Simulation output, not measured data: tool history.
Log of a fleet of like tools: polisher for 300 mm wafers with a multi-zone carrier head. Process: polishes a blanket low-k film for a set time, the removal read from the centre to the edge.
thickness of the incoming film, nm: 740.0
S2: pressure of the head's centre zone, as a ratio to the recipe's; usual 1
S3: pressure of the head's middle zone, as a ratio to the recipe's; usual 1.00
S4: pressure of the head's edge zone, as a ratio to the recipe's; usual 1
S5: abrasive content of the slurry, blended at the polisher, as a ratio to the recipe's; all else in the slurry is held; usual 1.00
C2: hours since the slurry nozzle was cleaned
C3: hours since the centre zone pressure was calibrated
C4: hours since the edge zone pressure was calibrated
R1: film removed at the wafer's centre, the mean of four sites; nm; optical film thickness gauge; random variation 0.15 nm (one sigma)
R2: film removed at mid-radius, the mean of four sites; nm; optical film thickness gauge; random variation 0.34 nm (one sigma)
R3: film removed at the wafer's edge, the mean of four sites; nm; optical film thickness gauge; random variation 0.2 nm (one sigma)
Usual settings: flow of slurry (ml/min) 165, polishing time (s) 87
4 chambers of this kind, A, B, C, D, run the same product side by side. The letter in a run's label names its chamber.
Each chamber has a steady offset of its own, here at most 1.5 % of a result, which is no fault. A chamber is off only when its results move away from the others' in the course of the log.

run 1C hour=6.8 | flow_of_slurry_(ml/min)=165 S2=1 S3=1.00 S4=1 S5=1.00 polishing_time_(s)=87 | wafers_polished_on_this_pad=108 C2=29.0 C3=242.4 C4=538.9 | R1=25.190 R2=24.430 R3=25.024
run 2A hour=20.4 | flow_of_slurry_(ml/min)=165 S2=1 S3=1.00 S4=1 S5=1.00 polishing_time_(s)=87 | wafers_polished_on_this_pad=1302 C2=45.3 C3=86.7 C4=1150.8 | R1=25.184 R2=24.621 R3=25.157
-- hour=25.7 chamber A: worn pad replaced by a new one
run 3B hour=33.8 | flow_of_slurry_(ml/min)=165 S2=1 S3=1.00 S4=1 S5=1.00 polishing_time_(s)=87 | wafers_polished_on_this_pad=340 C2=40.2 C3=355.3 C4=410.2 | R1=24.888 R2=25.821 R3=25.365
run 4D hour=47.0 | flow_of_slurry_(ml/min)=165 S2=1 S3=1.00 S4=1 S5=1.00 polishing_time_(s)=87 | wafers_polished_on_this_pad=852 C2=52.2 C3=536.2 C4=387.2 | R1=25.610 R2=25.156 R3=25.006
run 5C hour=55.0 | flow_of_slurry_(ml/min)=165 S2=1 S3=1.00 S4=1 S5=1.00 polishing_time_(s)=87 | wafers_polished_on_this_pad=403 C2=77.2 C3=290.6 C4=587.1 | R1=25.086 R2=25.441 R3=25.177
run 6D hour=63.1 | flow_of_slurry_(ml/min)=165 S2=1 S3=1.00 S4=1 S5=0.85 polishing_time_(s)=87 | wafers_polished_on_this_pad=951 C2=68.3 C3=552.3 C4=403.3 | R1=23.700 R2=23.807 R3=23.415
run 7A hour=75.0 | flow_of_slurry_(ml/min)=165 S2=1 S3=1.00 S4=1 S5=0.85 polishing_time_(s)=87 | wafers_polished_on_this_pad=302 C2=99.9 C3=141.3 C4=1205.4 | R1=23.471 R2=23.568 R3=22.901
run 8B hour=84.9 | flow_of_slurry_(ml/min)=165 S2=1 S3=1.00 S4=1 S5=0.85 polishing_time_(s)=87 | wafers_polished_on_this_pad=653 C2=91.3 C3=406.4 C4=461.3 | R1=23.306 R2=23.266 R3=23.859
-- hour=91.6 chamber A: edge zone pressure recalibrated
-- hour=93.5 chamber D: worn pad replaced by a new one
-- hour=93.6 chamber C: worn pad replaced by a new one
run 9A hour=93.7 | flow_of_slurry_(ml/min)=165 S2=1 S3=1.00 S4=1 S5=0.85 polishing_time_(s)=87 | wafers_polished_on_this_pad=416 C2=118.6 C3=160.0 C4=2.1 | R1=23.491 R2=23.810 R3=23.218
run 10B hour=101.8 | flow_of_slurry_(ml/min)=165 S2=1 S3=1.00 S4=1 S5=1.00 polishing_time_(s)=87 | wafers_polished_on_this_pad=757 C2=108.2 C3=423.3 C4=478.2 | R1=24.926 R2=25.180 R3=25.419
run 11C hour=115.3 | flow_of_slurry_(ml/min)=165 S2=1 S3=1.00 S4=1 S5=1.00 polishing_time_(s)=87 | wafers_polished_on_this_pad=133 C2=137.5 C3=350.9 C4=647.4 | R1=25.079 R2=24.984 R3=24.918
run 12D hour=124.0 | flow_of_slurry_(ml/min)=165 S2=1 S3=1.00 S4=1 S5=1.00 polishing_time_(s)=87 | wafers_polished_on_this_pad=187 C2=129.2 C3=613.2 C4=464.2 | R1=25.476 R2=24.609 R3=25.494
run 13A hour=132.2 | flow_of_slurry_(ml/min)=165 S2=1 S3=1.00 S4=1 S5=1.00 polishing_time_(s)=87 | wafers_polished_on_this_pad=652 C2=157.1 C3=198.5 C4=40.6 | R1=25.284 R2=24.967 R3=25.681
run 14D hour=140.9 | flow_of_slurry_(ml/min)=165 S2=1 S3=1.00 S4=1 S5=1.00 polishing_time_(s)=87 | wafers_polished_on_this_pad=290 C2=146.1 C3=630.1 C4=481.1 | R1=25.100 R2=24.947 R3=25.380
-- hour=142.5 chamber C: centre zone pressure recalibrated
run 15C hour=148.2 | flow_of_slurry_(ml/min)=165 S2=1 S3=1.00 S4=1 S5=1.00 polishing_time_(s)=87 | wafers_polished_on_this_pad=334 C2=170.4 C3=5.7 C4=680.3 | R1=25.295 R2=25.582 R3=25.419
run 16B hour=160.0 | flow_of_slurry_(ml/min)=125 S2=1 S3=0.89 S4=1 S5=1.00 polishing_time_(s)=87 | wafers_polished_on_this_pad=1113 C2=166.4 C3=481.5 C4=536.4 | R1=23.524 R2=21.347 R3=24.460
run 17D hour=170.4 | flow_of_slurry_(ml/min)=125 S2=1 S3=0.89 S4=1 S5=1.00 polishing_time_(s)=87 | wafers_polished_on_this_pad=471 C2=175.6 C3=659.6 C4=510.6 | R1=23.798 R2=21.454 R3=24.096
run 18A hour=181.7 | flow_of_slurry_(ml/min)=125 S2=1 S3=0.89 S4=1 S5=1.00 polishing_time_(s)=87 | wafers_polished_on_this_pad=955 C2=206.6 C3=248.0 C4=90.1 | R1=23.270 R2=21.476 R3=24.312
run 19B hour=192.3 | flow_of_slurry_(ml/min)=125 S2=1 S3=0.89 S4=1 S5=1.00 polishing_time_(s)=87 | wafers_polished_on_this_pad=1311 C2=198.7 C3=513.8 C4=568.7 | R1=23.130 R2=21.272 R3=24.726
run 20C hour=199.2 | flow_of_slurry_(ml/min)=165 S2=1 S3=1.00 S4=1 S5=1.00 polishing_time_(s)=87 | wafers_polished_on_this_pad=647 C2=221.4 C3=56.7 C4=731.3 | R1=25.118 R2=25.094 R3=24.950
-- hour=209.9 chamber C: worn pad replaced by a new one
run 21C hour=210.1 | flow_of_slurry_(ml/min)=165 S2=1 S3=1.00 S4=1 S5=1.00 polishing_time_(s)=87 | wafers_polished_on_this_pad=1 C2=232.3 C3=67.6 C4=742.2 | R1=25.180 R2=25.886 R3=25.415
-- hour=215.0 chamber B: worn pad replaced by a new one
run 22A hour=222.5 | flow_of_slurry_(ml/min)=165 S2=1 S3=1.00 S4=1 S5=1.00 polishing_time_(s)=87 | wafers_polished_on_this_pad=1205 C2=247.4 C3=288.8 C4=130.9 | R1=24.955 R2=25.070 R3=25.259
-- hour=223.4 chamber A: worn pad replaced by a new one
run 23B hour=234.9 | flow_of_slurry_(ml/min)=165 S2=1 S3=1.00 S4=1 S5=1.00 polishing_time_(s)=87 | wafers_polished_on_this_pad=122 C2=241.3 C3=556.4 C4=611.3 | R1=25.128 R2=25.510 R3=25.121
run 24D hour=245.8 | flow_of_slurry_(ml/min)=165 S2=1 S3=1.00 S4=1 S5=1.00 polishing_time_(s)=87 | wafers_polished_on_this_pad=933 C2=251.0 C3=735.0 C4=586.0 | R1=24.606 R2=25.517 R3=25.343
run 25A hour=256.8 | flow_of_slurry_(ml/min)=165 S2=1 S3=1.00 S4=1 S5=1.00 polishing_time_(s)=87 | wafers_polished_on_this_pad=204 C2=281.7 C3=323.1 C4=165.2 | R1=24.998 R2=25.331 R3=25.361
run 26C hour=270.1 | flow_of_slurry_(ml/min)=165 S2=1 S3=1.00 S4=1 S5=1.00 polishing_time_(s)=87 | wafers_polished_on_this_pad=369 C2=292.3 C3=127.6 C4=802.2 | R1=25.007 R2=24.888 R3=25.336
run 27B hour=276.2 | flow_of_slurry_(ml/min)=165 S2=1 S3=1.00 S4=1 S5=1.00 polishing_time_(s)=87 | wafers_polished_on_this_pad=375 C2=282.6 C3=597.7 C4=652.6 | R1=25.008 R2=25.276 R3=25.488
run 28D hour=287.7 | flow_of_slurry_(ml/min)=165 S2=1 S3=1.00 S4=1 S5=1.00 polishing_time_(s)=87 | wafers_polished_on_this_pad=1190 C2=292.9 C3=776.9 C4=627.9 | R1=24.124 R2=25.387 R3=25.196
-- hour=291.1 chamber D: edge zone pressure recalibrated
run 29C hour=297.6 | flow_of_slurry_(ml/min)=165 S2=1 S3=1.00 S4=1 S5=1.00 polishing_time_(s)=87 | wafers_polished_on_this_pad=537 C2=319.8 C3=155.1 C4=829.7 | R1=25.166 R2=25.234 R3=25.198
-- hour=302.0 chamber D: worn pad replaced by a new one
run 30D hour=310.1 | flow_of_slurry_(ml/min)=210 S2=1 S3=1.05 S4=1 S5=1.00 polishing_time_(s)=87 | wafers_polished_on_this_pad=49 C2=315.3 C3=799.3 C4=19.0 | R1=24.934 R2=27.227 R3=26.075

All 4 chambers run these settings next. Forecast each chamber's results:
run 31A hour=320.0 | flow_of_slurry_(ml/min)=165 S2=1 S3=1.00 S4=1 S5=1.00 polishing_time_(s)=114 | R1=? R2=? R3=?
run 31B hour=320.0 | flow_of_slurry_(ml/min)=165 S2=1 S3=1.00 S4=1 S5=1.00 polishing_time_(s)=114 | R1=? R2=? R3=?
run 31C hour=320.0 | flow_of_slurry_(ml/min)=165 S2=1 S3=1.00 S4=1 S5=1.00 polishing_time_(s)=114 | R1=? R2=? R3=?
run 31D hour=320.0 | flow_of_slurry_(ml/min)=165 S2=1 S3=1.00 S4=1 S5=1.00 polishing_time_(s)=114 | R1=? R2=? R3=?

run=31A R1=32.599 R2=32.098 R3=33.135
run=31B R1=32.765 R2=33.493 R3=33.284
run=31C R1=33.364 R2=33.599 R3=33.186
run=31D R1=31.284 R2=33.553 R3=33.306

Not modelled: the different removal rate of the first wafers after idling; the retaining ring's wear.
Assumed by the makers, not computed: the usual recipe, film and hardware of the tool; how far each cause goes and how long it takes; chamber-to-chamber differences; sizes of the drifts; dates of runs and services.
